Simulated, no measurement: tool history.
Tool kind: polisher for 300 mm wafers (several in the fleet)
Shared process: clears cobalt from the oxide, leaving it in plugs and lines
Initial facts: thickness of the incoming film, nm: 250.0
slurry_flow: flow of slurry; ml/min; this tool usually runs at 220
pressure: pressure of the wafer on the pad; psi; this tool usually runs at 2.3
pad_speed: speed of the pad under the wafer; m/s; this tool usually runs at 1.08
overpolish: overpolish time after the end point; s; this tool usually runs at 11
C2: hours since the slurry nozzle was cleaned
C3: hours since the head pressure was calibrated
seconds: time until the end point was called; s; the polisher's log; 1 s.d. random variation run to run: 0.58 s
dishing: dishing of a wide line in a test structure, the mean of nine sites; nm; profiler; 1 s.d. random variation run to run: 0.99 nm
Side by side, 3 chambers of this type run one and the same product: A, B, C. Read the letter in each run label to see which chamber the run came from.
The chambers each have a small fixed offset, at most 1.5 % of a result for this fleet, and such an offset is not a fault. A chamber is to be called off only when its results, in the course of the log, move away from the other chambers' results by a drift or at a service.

{"day": 0.088, "done": "chamber C: worn pad replaced by a new one"}
{"day": 0.125, "done": "chamber B: slurry nozzle cleaned"}
{"run": "1B", "day": 0.492, "slurry_flow": 220, "pressure": 2.3, "pad_speed": 1.08, "overpolish": 11, "wafers polished on this pad": 560, "C2": 8.8, "C3": 345.3, "seconds": 38.842, "dishing": 51.112}
{"day": 0.642, "done": "chamber B: worn pad replaced by a new one"}
{"run": "2A", "day": 0.954, "slurry_flow": 220, "pressure": 2.3, "pad_speed": 1.08, "overpolish": 11, "wafers polished on this pad": 353, "C2": 182.2, "C3": 528.5, "seconds": 38.181, "dishing": 48.638}
{"run": "3C", "day": 1.471, "slurry_flow": 220, "pressure": 2.3, "pad_speed": 1.08, "overpolish": 11, "wafers polished on this pad": 312, "C2": 368.9, "C3": 527.7, "seconds": 38.012, "dishing": 50.264}
{"day": 1.542, "done": "chamber A: slurry nozzle cleaned"}
{"day": 1.721, "done": "chamber A: worn pad replaced by a new one"}
{"run": "4B", "day": 1.804, "slurry_flow": 220, "pressure": 2.3, "pad_speed": 1.08, "overpolish": 11, "wafers polished on this pad": 263, "C2": 40.3, "C3": 376.8, "seconds": 38.859, "dishing": 49.05}
{"run": "5C", "day": 2.054, "slurry_flow": 220, "pressure": 2.3, "pad_speed": 1.08, "overpolish": 11, "wafers polished on this pad": 444, "C2": 382.9, "C3": 541.7, "seconds": 37.847, "dishing": 51.722}
{"run": "6A", "day": 2.588, "slurry_flow": 220, "pressure": 2.3, "pad_speed": 1.08, "overpolish": 11, "wafers polished on this pad": 196, "C2": 25.2, "C3": 567.7, "seconds": 38.668, "dishing": 50.345}
{"day": 2.829, "done": "chamber B: worn pad replaced by a new one"}
{"run": "7C", "day": 3.108, "slurry_flow": 220, "pressure": 2.3, "pad_speed": 1.08, "overpolish": 11, "wafers polished on this pad": 683, "C2": 408.2, "C3": 567.0, "seconds": 37.349, "dishing": 51.085}
{"run": "8A", "day": 3.588, "slurry_flow": 220, "pressure": 2.3, "pad_speed": 1.08, "overpolish": 11, "wafers polished on this pad": 422, "C2": 49.2, "C3": 591.7, "seconds": 37.072, "dishing": 51.18}
{"day": 3.804, "done": "chamber C: worn pad replaced by a new one"}
{"day": 3.875, "done": "chamber A: worn pad replaced by a new one"}
{"run": "9B", "day": 3.958, "slurry_flow": 220, "pressure": 2.3, "pad_speed": 1.08, "overpolish": 11, "wafers polished on this pad": 255, "C2": 92.0, "C3": 428.5, "seconds": 38.526, "dishing": 51.24}
{"run": "10B", "day": 4.408, "slurry_flow": 220, "pressure": 2.3, "pad_speed": 1.08, "overpolish": 17, "wafers polished on this pad": 357, "C2": 102.8, "C3": 439.3, "seconds": 38.258, "dishing": 66.79}
{"run": "11C", "day": 4.683, "slurry_flow": 220, "pressure": 2.3, "pad_speed": 1.08, "overpolish": 17, "wafers polished on this pad": 199, "C2": 446.0, "C3": 604.8, "seconds": 37.894, "dishing": 68.325}
{"run": "12A", "day": 5.079, "slurry_flow": 220, "pressure": 2.3, "pad_speed": 1.08, "overpolish": 17, "wafers polished on this pad": 272, "C2": 85.0, "C3": 627.5, "seconds": 38.741, "dishing": 65.101}
{"day": 5.1, "done": "chamber C: head pressure recalibrated"}
{"day": 5.488, "done": "chamber B: worn pad replaced by a new one"}
{"run": "13A", "day": 5.571, "slurry_flow": 220, "pressure": 2.9, "pad_speed": 0.8, "overpolish": 11, "wafers polished on this pad": 384, "C2": 96.8, "C3": 639.3, "seconds": 41.199, "dishing": 45.563}
{"run": "14B", "day": 5.988, "slurry_flow": 220, "pressure": 2.9, "pad_speed": 0.8, "overpolish": 11, "wafers polished on this pad": 113, "C2": 140.7, "C3": 477.2, "seconds": 40.757, "dishing": 47.198}
{"run": "15C", "day": 6.492, "slurry_flow": 220, "pressure": 2.9, "pad_speed": 0.8, "overpolish": 11, "wafers polished on this pad": 608, "C2": 489.4, "C3": 33.5, "seconds": 40.202, "dishing": 47.96}
{"day": 6.592, "done": "chamber A: worn pad replaced by a new one"}
{"day": 6.638, "done": "chamber C: worn pad replaced by a new one"}
{"run": "16C", "day": 6.775, "slurry_flow": 220, "pressure": 2.3, "pad_speed": 1.08, "overpolish": 11, "wafers polished on this pad": 31, "C2": 496.2, "C3": 40.3, "seconds": 37.762, "dishing": 49.578}
{"run": "17A", "day": 7.133, "slurry_flow": 220, "pressure": 2.3, "pad_speed": 1.08, "overpolish": 11, "wafers polished on this pad": 123, "C2": 134.3, "C3": 676.8, "seconds": 38.518, "dishing": 49.87}
{"run": "18B", "day": 7.421, "slurry_flow": 220, "pressure": 2.3, "pad_speed": 1.08, "overpolish": 11, "wafers polished on this pad": 437, "C2": 175.1, "C3": 511.6, "seconds": 38.217, "dishing": 51.34}
{"run": "19A", "day": 7.854, "slurry_flow": 220, "pressure": 2.3, "pad_speed": 1.08, "overpolish": 11, "wafers polished on this pad": 286, "C2": 151.6, "C3": 694.1, "seconds": 38.882, "dishing": 50.773}
{"day": 8.221, "done": "chamber B: worn pad replaced by a new one"}
{"run": "20B", "day": 8.333, "slurry_flow": 220, "pressure": 2.3, "pad_speed": 1.08, "overpolish": 11, "wafers polished on this pad": 26, "C2": 197.0, "C3": 533.5, "seconds": 38.45, "dishing": 49.886}
{"run": "21C", "day": 8.696, "slurry_flow": 220, "pressure": 2.3, "pad_speed": 1.08, "overpolish": 11, "wafers polished on this pad": 465, "C2": 542.3, "C3": 86.4, "seconds": 38.62, "dishing": 50.663}
{"day": 8.942, "done": "chamber A: worn pad replaced by a new one"}
{"run": "22C", "day": 9.1, "slurry_flow": 220, "pressure": 2.3, "pad_speed": 1.08, "overpolish": 11, "wafers polished on this pad": 557, "C2": 552.0, "C3": 96.1, "seconds": 38.234, "dishing": 49.271}
{"day": 9.529, "done": "chamber A: slurry nozzle cleaned"}
{"run": "23A", "day": 9.575, "slurry_flow": 220, "pressure": 2.3, "pad_speed": 1.08, "overpolish": 15, "wafers polished on this pad": 143, "C2": 1.1, "C3": 735.4, "seconds": 38.414, "dishing": 59.407}
{"day": 9.825, "done": "chamber C: worn pad replaced by a new one"}
{"run": "24B", "day": 9.954, "slurry_flow": 220, "pressure": 2.3, "pad_speed": 1.08, "overpolish": 15, "wafers polished on this pad": 392, "C2": 235.9, "C3": 572.4, "seconds": 37.461, "dishing": 61.482}
{"run": "25C", "day": 10.438, "slurry_flow": 220, "pressure": 2.3, "pad_speed": 1.08, "overpolish": 15, "wafers polished on this pad": 138, "C2": 584.1, "C3": 128.2, "seconds": 38.251, "dishing": 60.512}
{"day": 10.621, "done": "chamber B: worn pad replaced by a new one"}
{"run": "26A", "day": 10.933, "slurry_flow": 220, "pressure": 2.3, "pad_speed": 1.08, "overpolish": 11, "wafers polished on this pad": 450, "C2": 33.7, "C3": 768.0, "seconds": 37.998, "dishing": 49.25}
{"run": "27B", "day": 11.462, "slurry_flow": 220, "pressure": 2.3, "pad_speed": 1.08, "overpolish": 11, "wafers polished on this pad": 191, "C2": 272.1, "C3": 608.6, "seconds": 37.864, "dishing": 50.802}
{"run": "28C", "day": 11.9, "slurry_flow": 220, "pressure": 2.3, "pad_speed": 1.08, "overpolish": 11, "wafers polished on this pad": 469, "C2": 619.2, "C3": 163.3, "seconds": 38.162, "dishing": 51.269}

Predict what each chamber gives when all 3 of them run the settings below next.
{"run": "29A", "day": 12.283, "slurry_flow": 220, "pressure": 2.3, "pad_speed": 1.08, "overpolish": 11, "seconds": "?", "dishing": "?"}
{"run": "29B", "day": 12.283, "slurry_flow": 220, "pressure": 2.3, "pad_speed": 1.08, "overpolish": 11, "seconds": "?", "dishing": "?"}
{"run": "29C", "day": 12.283, "slurry_flow": 220, "pressure": 2.3, "pad_speed": 1.08, "overpolish": 11, "seconds": "?", "dishing": "?"}

run=29A seconds=38.380 dishing=49.517
run=29B seconds=38.442 dishing=49.858
run=29C seconds=37.820 dishing=52.665
